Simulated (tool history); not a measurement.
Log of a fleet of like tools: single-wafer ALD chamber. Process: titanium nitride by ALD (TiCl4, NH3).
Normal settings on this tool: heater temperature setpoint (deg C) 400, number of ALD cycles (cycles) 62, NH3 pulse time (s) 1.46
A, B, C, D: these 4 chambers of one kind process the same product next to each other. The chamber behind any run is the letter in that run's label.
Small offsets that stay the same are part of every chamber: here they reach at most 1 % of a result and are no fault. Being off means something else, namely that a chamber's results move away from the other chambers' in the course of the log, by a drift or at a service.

run	hour	heater temperature setpoint (deg C)	number of ALD cycles (cycles)	NH3 pulse time (s)	read-back reference wafer on the same gauge, thickness_nm	mean film thickness on the monitor wafer (Å)
1A	9.1	400	62	1.46	1.3503	13.531
2C	17.5	400	62	1.46	1.3502	13.576
3B	29.7	400	62	1.46	1.3507	13.523
4D	43.3	400	62	1.46	1.3514	13.394
5D	51.3	400	62	1.46	1.3512	13.394
6A	60.5	400	62	1.46	1.3513	13.541
7C	70.7	400	62	1.46	1.3514	13.594
8B	83.5	400	62	1.68	1.3523	13.6
9C	93.7	400	62	1.68	1.3522	13.676
10D	106.9	400	62	1.68	1.3521	13.546
11A	117.4	400	62	1.68	1.3531	13.648
12B	127.6	400	62	1.46	1.353	13.52
13D	142.6	400	62	1.46	1.3533	13.428
14A	153	400	62	1.46	1.3535	13.556
15B	164.7	400	62	1.46	1.354	13.558
16C	176.4	400	62	1.46	1.354	13.601
17D	186.6	400	62	1.46	1.3546	13.447
18C	198.4	387	62	1.84	1.3542	13.559
19B	205.7	387	62	1.84	1.3551	13.568
20A	217.3	387	62	1.84	1.3552	13.552
21C	230.8	387	62	1.84	1.3555	13.578
22B	244.5	400	62	1.46	1.3561	13.522
23D	251.3	400	62	1.46	1.3563	13.473
24A	261.6	400	62	1.46	1.3569	13.588
25A	269.9	400	62	1.46	1.3568	13.57
26D	277.3	400	62	1.46	1.3565	13.45

Which is it: a chamber that has drifted or been left off by a service, a gauge drift common to all chambers, or only each chamber's usual small offset? If a chamber is off, name it and its likeliest cause.

Every chamber seems to shift together because the gauge that measures them all drifts; the chambers themselves are fine.
What lies behind it: gauge reads high (%) = 0.516.

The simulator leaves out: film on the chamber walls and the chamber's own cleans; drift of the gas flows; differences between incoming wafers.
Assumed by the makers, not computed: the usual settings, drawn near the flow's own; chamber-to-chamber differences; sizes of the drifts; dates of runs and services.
